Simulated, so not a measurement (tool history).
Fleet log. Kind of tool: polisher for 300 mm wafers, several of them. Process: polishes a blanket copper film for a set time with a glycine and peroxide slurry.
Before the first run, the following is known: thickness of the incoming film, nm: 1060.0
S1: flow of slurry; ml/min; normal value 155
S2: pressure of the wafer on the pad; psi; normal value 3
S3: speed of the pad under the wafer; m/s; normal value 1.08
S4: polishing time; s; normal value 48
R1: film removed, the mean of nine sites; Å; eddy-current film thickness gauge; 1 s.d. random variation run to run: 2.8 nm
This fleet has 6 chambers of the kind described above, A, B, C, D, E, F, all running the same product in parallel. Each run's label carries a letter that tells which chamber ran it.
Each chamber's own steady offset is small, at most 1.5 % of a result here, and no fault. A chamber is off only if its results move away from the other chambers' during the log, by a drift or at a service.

-- day=0.208 chamber E: worn pad replaced by a new one
run 1E day=0.208 | S1=155 S2=3 S3=1.08 S4=48 | R1=3315.8
run 2C day=0.462 | S1=155 S2=3 S3=1.08 S4=48 | R1=3302.4
-- day=0.517 chamber F: head pressure recalibrated
run 3A day=0.633 | S1=155 S2=3 S3=1.08 S4=48 | R1=3357.6
run 4B day=0.792 | S1=155 S2=3 S3=1.08 S4=48 | R1=3314.9
-- day=0.871 chamber F: worn pad replaced by a new one
run 5D day=1.05 | S1=155 S2=3.9 S3=1.08 S4=41 | R1=3546.9
-- day=1.179 chamber B: worn pad replaced by a new one
run 6F day=1.183 | S1=155 S2=3.9 S3=1.08 S4=41 | R1=3499.4
run 7B day=1.304 | S1=155 S2=3.9 S3=1.08 S4=41 | R1=3543.1
run 8F day=1.425 | S1=155 S2=3.9 S3=1.08 S4=41 | R1=3535.8
run 9C day=1.546 | S1=155 S2=3.9 S3=1.08 S4=41 | R1=3515.3
run 10E day=1.792 | S1=155 S2=3.9 S3=1.08 S4=41 | R1=3583.6
run 11D day=1.992 | S1=155 S2=3 S3=1.08 S4=48 | R1=3304.2
-- day=2.042 chamber A: worn pad replaced by a new one
run 12A day=2.208 | S1=155 S2=3 S3=1.08 S4=48 | R1=3295
run 13D day=2.4 | S1=155 S2=3 S3=1.08 S4=48 | R1=3274
-- day=2.412 chamber C: worn pad replaced by a new one
run 14C day=2.554 | S1=155 S2=3 S3=1.08 S4=48 | R1=3289.1
-- day=2.588 chamber E: worn pad replaced by a new one
run 15B day=2.746 | S1=155 S2=3 S3=1.08 S4=48 | R1=3307.9
run 16E day=2.95 | S1=155 S2=3 S3=1.08 S4=48 | R1=3323.8
run 17F day=3.146 | S1=155 S2=3 S3=1.08 S4=48 | R1=3300.4
run 18A day=3.3 | S1=155 S2=3 S3=1.08 S4=48 | R1=3347.7
run 19A day=3.558 | S1=155 S2=3 S3=1.08 S4=48 | R1=3318.4
run 20E day=3.754 | S1=155 S2=3 S3=1.08 S4=48 | R1=3324.1
run 21F day=3.892 | S1=155 S2=3 S3=1.08 S4=48 | R1=3300.2
run 22B day=4.096 | S1=155 S2=3 S3=1.08 S4=48 | R1=3326.1
-- day=4.304 chamber A: worn pad replaced by a new one
run 23C day=4.338 | S1=155 S2=3 S3=1.08 S4=48 | R1=3349.2
run 24D day=4.462 | S1=155 S2=3 S3=1.08 S4=48 | R1=3273.7
-- day=4.554 chamber E: slurry nozzle cleaned
run 25C day=4.646 | S1=155 S2=2.2 S3=1.08 S4=54 | R1=2847.7
-- day=4.754 chamber E: worn pad replaced by a new one
-- day=4.775 chamber C: worn pad replaced by a new one
run 26B day=4.85 | S1=155 S2=2.2 S3=1.08 S4=54 | R1=2936.4
run 27A day=5.033 | S1=155 S2=2.2 S3=1.08 S4=54 | R1=2873.6
-- day=5.192 chamber F: worn pad replaced by a new one
run 28E day=5.288 | S1=155 S2=2.2 S3=1.08 S4=54 | R1=2858.4
run 29D day=5.458 | S1=155 S2=2.2 S3=1.08 S4=54 | R1=2785
-- day=5.488 chamber B: worn pad replaced by a new one
run 30F day=5.646 | S1=155 S2=2.2 S3=1.08 S4=54 | R1=2852
run 31C day=5.812 | S1=155 S2=3 S3=0.9 S4=60 | R1=3555.2
run 32F day=5.946 | S1=155 S2=3 S3=0.9 S4=60 | R1=3492.1
run 33B day=6.138 | S1=155 S2=3 S3=0.9 S4=60 | R1=3541.7
run 34E day=6.379 | S1=155 S2=3 S3=0.9 S4=60 | R1=3557.7
run 35D day=6.504 | S1=155 S2=3 S3=0.9 S4=60 | R1=3432
-- day=6.65 chamber A: worn pad replaced by a new one
run 36A day=6.762 | S1=155 S2=3 S3=0.9 S4=60 | R1=3639.8
-- day=6.846 chamber E: worn pad replaced by a new one
run 37B day=6.883 | S1=135 S2=3 S3=1.08 S4=60 | R1=4065.1
run 38C day=7.017 | S1=135 S2=3 S3=1.08 S4=60 | R1=3957.3
run 39A day=7.242 | S1=135 S2=3 S3=1.08 S4=60 | R1=4053.8
run 40E day=7.488 | S1=135 S2=3 S3=1.08 S4=60 | R1=4055.6
run 41F day=7.675 | S1=135 S2=3 S3=1.08 S4=60 | R1=3968.9

All 6 chambers run these settings next. Forecast each chamber's results:
run 42A day=7.862 | S1=155 S2=3 S3=1.08 S4=48 | R1=?
run 42B day=7.862 | S1=155 S2=3 S3=1.08 S4=48 | R1=?
run 42C day=7.862 | S1=155 S2=3 S3=1.08 S4=48 | R1=?
run 42D day=7.862 | S1=155 S2=3 S3=1.08 S4=48 | R1=?
run 42E day=7.862 | S1=155 S2=3 S3=1.08 S4=48 | R1=?
run 42F day=7.862 | S1=155 S2=3 S3=1.08 S4=48 | R1=?

run=42A R1=3329.1
run=42B R1=3256.7
run=42C R1=3292.3
run=42D R1=3145.8
run=42E R1=3262.1
run=42F R1=3230.3
